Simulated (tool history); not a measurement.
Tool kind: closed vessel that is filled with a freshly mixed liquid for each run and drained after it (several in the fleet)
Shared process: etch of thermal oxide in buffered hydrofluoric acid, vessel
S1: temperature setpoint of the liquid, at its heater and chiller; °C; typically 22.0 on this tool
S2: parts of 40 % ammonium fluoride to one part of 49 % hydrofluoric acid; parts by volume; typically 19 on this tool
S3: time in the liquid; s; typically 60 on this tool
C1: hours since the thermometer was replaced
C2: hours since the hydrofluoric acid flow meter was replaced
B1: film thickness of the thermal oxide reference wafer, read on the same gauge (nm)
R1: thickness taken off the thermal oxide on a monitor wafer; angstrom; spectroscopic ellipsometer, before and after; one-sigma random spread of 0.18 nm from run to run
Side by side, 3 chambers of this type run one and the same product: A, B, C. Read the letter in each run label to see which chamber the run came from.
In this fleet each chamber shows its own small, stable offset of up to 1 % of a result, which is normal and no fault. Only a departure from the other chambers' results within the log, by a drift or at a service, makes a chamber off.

run   hour    S1  S2  S3      C1      C2      B1      R1
 1C   12.6  22.0  19  60   745.0  1649.6  30.025  337.49
      13.1  -- chamber B: hydrofluoric acid flow meter replaced
 2B   26.6  22.0  19  60  1356.5    13.6  30.006  338.76
 3A   38.5  22.0  19  60   980.9   215.9  30.022  343.21
 4A   53.4  22.0  19  60   995.8   230.8  29.987  346.49
 5B   68.2  22.0  19  60  1398.1    55.2  30.012  340.68
 6C   76.9  22.0  19  80   809.3  1713.9  29.990  450.90
 7A   88.7  22.0  19  80  1031.1   266.1  30.009  459.90
      96.5  -- chamber C: hydrofluoric acid flow meter replaced
 8B  102.3  22.0  19  80  1432.2    89.3  29.988  453.55
 9C  110.2  22.0  19  60   842.6    13.7  29.978  337.33
10C  120.0  22.0  19  60   852.4    23.5  30.024  339.21
11B  135.3  22.0  19  60  1465.2   122.3  30.003  340.64
12A  144.2  22.0  19  60  1086.6   321.6  29.988  339.18
13A  155.8  22.0  19  60  1098.2   333.2  29.981  339.44
14C  163.6  22.0  19  60   896.0    67.1  30.030  338.69
15B  172.3  22.0  19  60  1502.2   159.3  29.990  337.60
16C  187.6  22.0  19  60   920.0    91.1  30.027  337.78
17A  200.5  22.0  19  60  1142.9   377.9  29.984  334.74
18B  215.1  22.0  19  90  1545.0   202.1  29.982  512.28
     223.2  -- chamber C: thermometer replaced
19C  227.4  22.0  19  90     4.3   130.9  29.976  510.52
20A  237.0  22.0  19  90  1179.4   414.4  29.963  496.35
21B  248.6  24.5  19  60  1578.5   235.6  30.031  390.35
22B  264.0  24.5  19  60  1593.9   251.0  29.972  387.05
23A  277.4  24.5  19  60  1219.8   454.8  30.001  374.29
24C  290.8  22.0  19  60    67.7   194.3  30.038  340.01
25B  305.9  22.0  19  60  1635.8   292.9  29.978  344.31
26C  313.4  22.0  19  60    90.3   216.9  29.958  338.55
27A  328.1  22.0  19  60  1270.5   505.5  30.019  323.49
28A  343.7  22.0  19  60  1286.1   521.1  30.007  321.06
29C  359.3  22.0  26  85   136.2   262.8  29.966  383.28

Next, all 3 chambers run the settings below, one line each with question marks for the results. What does each chamber give?
30A  370.5  22.0  19  90               ?
30B  370.5  22.0  19  90               ?
30C  370.5  22.0  19  90               ?

run      R1
30A  479.11
30B  504.21
30C  510.46
